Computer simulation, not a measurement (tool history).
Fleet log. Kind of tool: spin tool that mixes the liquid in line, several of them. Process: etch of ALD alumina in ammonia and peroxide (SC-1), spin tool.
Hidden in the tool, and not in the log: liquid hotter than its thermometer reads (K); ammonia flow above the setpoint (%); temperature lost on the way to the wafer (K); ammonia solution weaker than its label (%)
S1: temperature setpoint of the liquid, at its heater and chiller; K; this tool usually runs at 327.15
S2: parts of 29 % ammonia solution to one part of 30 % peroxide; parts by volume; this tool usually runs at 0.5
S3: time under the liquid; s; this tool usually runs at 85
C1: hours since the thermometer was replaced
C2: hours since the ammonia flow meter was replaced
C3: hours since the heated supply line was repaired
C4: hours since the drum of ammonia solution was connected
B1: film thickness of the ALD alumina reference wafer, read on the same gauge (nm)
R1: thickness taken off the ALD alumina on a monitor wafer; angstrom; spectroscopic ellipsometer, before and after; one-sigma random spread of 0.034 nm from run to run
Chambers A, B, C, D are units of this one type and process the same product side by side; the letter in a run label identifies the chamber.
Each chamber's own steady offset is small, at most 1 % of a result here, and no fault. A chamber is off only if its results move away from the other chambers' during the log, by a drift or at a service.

run   hour      S1   S2   S3      C1      C2      C3      C4      B1      R1
 1B    4.6  327.15  0.5   85   135.8   773.8  1648.8   522.9  49.999  42.619
 2D      9  327.15  0.5   85   482.8  2276.9   417.8     111  50.009  42.088
 3C   14.8  327.15  0.5   85  1392.3   260.4   654.4   314.8  50.007   41.86
 4A   19.1  327.15  0.5   85   990.4     500   583.4  1100.4  50.019  43.126
 5B     23  327.15  0.5   85   154.2   792.2  1667.2   541.3  50.048  43.052
 6A   27.3  327.15  0.5   85   998.6   508.2   591.6  1108.6  49.997  43.246
      33.2  -- chamber A: ammonia flow meter replaced
 7C   34.3  327.15  0.5   85  1411.8   279.9   673.9   334.3  50.018  42.662
 8D   40.1  327.15  0.5   85   513.9    2308   448.9   142.1  50.031  43.073
 9B   47.2  327.15  0.5   85   178.4   816.4  1691.4   565.5  50.004  42.913
      50.1  -- chamber B: new drum of ammonia solution connected
10D   50.3  327.15  0.5   85   524.1  2318.2   459.1   152.3  50.016  42.493
        53  -- chamber C: thermometer replaced
11A   56.6  327.15  0.5   85  1027.9    23.5   620.9  1137.9  50.023  43.258
12C   62.6  327.15  0.5   85     9.6   308.2   702.2   362.6  49.952   42.17
13B     67  327.15  0.5   85   198.2   836.2  1711.2      17      50  43.277
14A   71.7  327.15  0.5   85    1043    38.6     636    1153  49.988  43.216
      74.3  -- chamber A: new drum of ammonia solution connected
15D     75  327.15  0.5   85   548.8  2342.9   483.8     177  50.014   42.41
16C   78.2  327.15  0.5   85    25.2   323.8   717.8   378.2  50.009  41.825
17B   84.3  327.15  0.5   85   215.5   853.5  1728.5    34.3  50.021  43.144
18D   89.7  327.15  0.5  115   563.5  2357.6   498.5   191.7  50.048  57.515
19C   96.6  327.15  0.5  115    43.6   342.2   736.2   396.6   49.97  56.625
20A  100.2  327.15  0.5  115  1071.5    67.1   664.5      26  50.004  57.567
21C  105.6  327.15  0.5  115    52.6   351.2   745.2   405.6  49.993  55.423
22D  111.9  327.15  0.5   85   585.7  2379.8   520.7   213.9  49.999  43.289
23B  117.4  327.15  0.5   85   248.6   886.6  1761.6    67.4  50.019  43.532
24A  121.5  327.15  0.5   85  1092.8    88.4   685.8    47.3  50.009  42.601
25D  127.3  327.15  0.5   85   601.1  2395.2   536.1   229.3  49.993  42.827
26A  132.1  327.15  0.5   85  1103.4      99   696.4    57.9  50.011  42.715
27B  137.2  327.15  0.5   85   268.4   906.4  1781.4    87.2  50.014  42.728
     141.6  -- chamber D: ammonia flow meter replaced
28C    144  327.15  0.5   85      91   389.6   783.6     444  49.997  40.242
29C  150.3  327.15  0.5   85    97.3   395.9   789.9   450.3  49.997  39.488
30B  156.9  327.15  0.5   85   288.1   926.1  1801.1   106.9  49.978  42.549
31D  161.9  327.15  0.5   85   635.7    20.3   570.7   263.9  49.988   42.58
32A  166.9  327.15  0.5   85  1138.2   133.8   731.2    92.7  50.022  43.543
33D    171  327.15  0.5   85   644.8    29.4   579.8     273  49.977  42.083
34A  176.6  327.15  0.5   85  1147.9   143.5   740.9   102.4  50.007  43.108
35B  180.3  327.15  0.5   85   311.5   949.5  1824.5   130.3  49.968  43.137
36C  184.2  327.15  0.5   85   131.2   429.8   823.8   484.2  50.008  38.737

Read the log: is a single chamber off, either drifting away or since a service, is the gauge that measures every chamber drifting, or is nothing wrong beyond small per-chamber offsets? Name any odd chamber and what most likely caused it.

One chamber, C, drifts off from the rest bit by bit.
What lies behind it: temperature lost on the way to the wafer (K) = 1.85.

Chamber C could run next with any of the 4 candidate recipes listed below; each alters the usual settings, and their results appear as question marks. Which one brings its results back in line with what the other chambers deliver on the usual settings?
Allowed miss from the other chambers' usual-settings mean, per result, to count as in line: R1 1.2 angstrom
37C-1  189.4  329.15  0.5  85                       ?
37C-2  189.4  325.15  0.5  85                       ?
37C-3  189.4  328.15  0.5  85                       ?
37C-4  189.4  327.15  0.5  80                       ?

Average result of the remaining chambers running the usual settings: R1 42.823 angstrom
  run      R1
37C-1  42.853
37C-2  34.465
37C-3  40.616
37C-4  36.198
With 37C-1, the chamber falls back in line with the rest.
